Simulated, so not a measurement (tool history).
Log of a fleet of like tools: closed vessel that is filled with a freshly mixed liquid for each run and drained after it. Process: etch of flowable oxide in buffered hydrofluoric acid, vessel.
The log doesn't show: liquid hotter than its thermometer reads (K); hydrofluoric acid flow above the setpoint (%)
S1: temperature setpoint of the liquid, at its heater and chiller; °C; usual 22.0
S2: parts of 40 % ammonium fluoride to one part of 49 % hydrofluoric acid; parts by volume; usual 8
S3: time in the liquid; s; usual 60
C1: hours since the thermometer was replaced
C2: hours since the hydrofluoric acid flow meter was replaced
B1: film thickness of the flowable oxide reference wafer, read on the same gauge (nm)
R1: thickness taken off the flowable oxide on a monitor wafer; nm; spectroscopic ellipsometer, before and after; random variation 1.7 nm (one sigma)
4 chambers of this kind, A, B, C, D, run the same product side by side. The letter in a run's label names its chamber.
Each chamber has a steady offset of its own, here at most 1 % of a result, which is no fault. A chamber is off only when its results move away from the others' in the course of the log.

Run 1D, day 0.450: usual settings; C1 619.0; C2 1326.0; B1 120.01. Result: R1 275.57 nm.
Run 2B, day 0.683: usual settings; C1 22.5; C2 158.2; B1 120.00. Result: R1 277.38 nm.
Run 3A, day 0.946: usual settings; C1 1810.4; C2 497.3; B1 120.02. Result: R1 274.12 nm.
Run 4C, day 1.200: usual settings; C1 38.3; C2 1488.5; B1 119.98. Result: R1 271.56 nm.
Run 5B, day 1.683: usual settings but S3 40 s; C1 46.5; C2 182.2; B1 119.99. Result: R1 183.79 nm.
Run 6A, day 2.150: usual settings but S3 40 s; C1 1839.3; C2 526.2; B1 120.02. Result: R1 183.09 nm.
Run 7C, day 2.592: usual settings but S3 40 s; C1 71.7; C2 1521.9; B1 119.99. Result: R1 180.00 nm.
Run 8D, day 2.971: usual settings but S3 40 s; C1 679.5; C2 1386.5; B1 119.99. Result: R1 182.82 nm.
Run 9D, day 3.212: usual settings; C1 685.3; C2 1392.3; B1 120.00. Result: R1 275.41 nm.
Run 10B, day 3.629: usual settings; C1 93.2; C2 228.9; B1 120.00. Result: R1 273.76 nm.
Run 11C, day 3.983: usual settings but S1 25.5 °C, S3 40 s; C1 105.1; C2 1555.3; B1 120.00. Result: R1 219.70 nm.
Run 12A, day 4.362: usual settings but S1 25.5 °C, S3 40 s; C1 1892.4; C2 579.3; B1 119.98. Result: R1 219.64 nm.
Run 13D, day 4.700: usual settings but S1 25.5 °C, S3 40 s; C1 721.0; C2 1428.0; B1 120.02. Result: R1 223.66 nm.
Run 14A, day 5.117: usual settings but S1 25.5 °C, S3 40 s; C1 1910.5; C2 597.4; B1 119.99. Result: R1 220.78 nm.
Run 15C, day 5.562: usual settings; C1 143.0; C2 1593.2; B1 120.00. Result: R1 273.54 nm.
Run 16B, day 5.946: usual settings; C1 148.8; C2 284.5; B1 119.97. Result: R1 273.77 nm.
At day 6.092: chamber A: hydrofluoric acid flow meter replaced.
Run 17D, day 6.188: usual settings but S1 26.0 °C, S3 75 s; C1 756.7; C2 1463.7; B1 120.03. Result: R1 425.95 nm.
Run 18A, day 6.446: usual settings but S1 26.0 °C, S3 75 s; C1 1942.4; C2 8.6; B1 120.00. Result: R1 431.77 nm.
Run 19B, day 6.825: usual settings but S1 26.0 °C, S3 75 s; C1 169.9; C2 305.6; B1 120.01. Result: R1 422.46 nm.
Run 20C, day 7.067: usual settings but S1 26.0 °C, S3 75 s; C1 179.1; C2 1629.3; B1 120.01. Result: R1 425.63 nm.
Run 21D, day 7.354: usual settings; C1 784.7; C2 1491.7; B1 120.00. Result: R1 272.48 nm.
Run 22B, day 7.588: usual settings; C1 188.2; C2 323.9; B1 120.01. Result: R1 272.36 nm.
Run 23A, day 7.996: usual settings; C1 1979.6; C2 45.8; B1 120.02. Result: R1 280.03 nm.
Run 24C, day 8.400: usual settings; C1 211.1; C2 1661.3; B1 120.02. Result: R1 272.77 nm.
Run 25A, day 8.779: usual settings; C1 1998.4; C2 64.6; B1 120.03. Result: R1 281.81 nm.
Run 26B, day 9.171: usual settings; C1 226.2; C2 361.9; B1 119.97. Result: R1 275.34 nm.
Run 27C, day 9.667: usual settings; C1 241.5; C2 1691.7; B1 119.99. Result: R1 271.44 nm.
Run 28D, day 9.929: usual settings; C1 846.5; C2 1553.5; B1 120.01. Result: R1 273.33 nm.
Run 29D, day 10.179: usual settings; C1 852.5; C2 1559.5; B1 120.01. Result: R1 272.59 nm.
Run 30B, day 10.638: usual settings; C1 261.4; C2 397.1; B1 119.98. Result: R1 272.80 nm.
Run 31A, day 10.942: usual settings; C1 2050.3; C2 116.5; B1 120.00. Result: R1 289.16 nm.
Run 32C, day 11.446: usual settings; C1 284.2; C2 1734.4; B1 120.02. Result: R1 271.41 nm.
Run 33C, day 11.800: usual settings but S1 25.5 °C; C1 292.7; C2 1742.9; B1 119.99. Result: R1 325.01 nm.
Run 34D, day 12.288: usual settings but S1 25.5 °C; C1 903.1; C2 1610.1; B1 119.99. Result: R1 333.95 nm.
Run 35A, day 12.679: usual settings but S1 25.5 °C; C1 2092.0; C2 158.2; B1 120.01. Result: R1 350.65 nm.
Run 36B, day 12.908: usual settings but S1 25.5 °C; C1 315.9; C2 451.6; B1 119.98. Result: R1 331.77 nm.
Run 37A, day 13.183: usual settings; C1 2104.1; C2 170.3; B1 120.01. Result: R1 293.01 nm.
Run 38B, day 13.608: usual settings; C1 332.7; C2 468.4; B1 119.99. Result: R1 272.24 nm.
Run 39D, day 13.875: usual settings; C1 941.2; C2 1648.2; B1 120.02. Result: R1 275.65 nm.
Run 40C, day 14.125: usual settings; C1 348.5; C2 1798.7; B1 120.02. Result: R1 274.36 nm.
Run 41B, day 14.346: usual settings; C1 350.4; C2 486.1; B1 120.00. Result: R1 274.63 nm.
Run 42C, day 14.617: usual settings; C1 360.3; C2 1810.5; B1 119.99. Result: R1 271.35 nm.
Run 43D, day 14.979: usual settings but S1 24.0 °C, S3 90 s; C1 967.7; C2 1674.7; B1 120.01. Result: R1 463.53 nm.
Run 44A, day 15.250: usual settings but S1 24.0 °C, S3 90 s; C1 2153.7; C2 219.9; B1 120.00. Result: R1 499.84 nm.

All 4 chambers run these settings next. Forecast each chamber's results:
Run 45A, day 15.608: usual settings but S2 10 parts by volume. Result: R1 ?.
Run 45B, day 15.608: usual settings but S2 10 parts by volume. Result: R1 ?.
Run 45C, day 15.608: usual settings but S2 10 parts by volume. Result: R1 ?.
Run 45D, day 15.608: usual settings but S2 10 parts by volume. Result: R1 ?.

run      R1
45A  245.71
45B  224.73
45C  224.86
45D  229.25
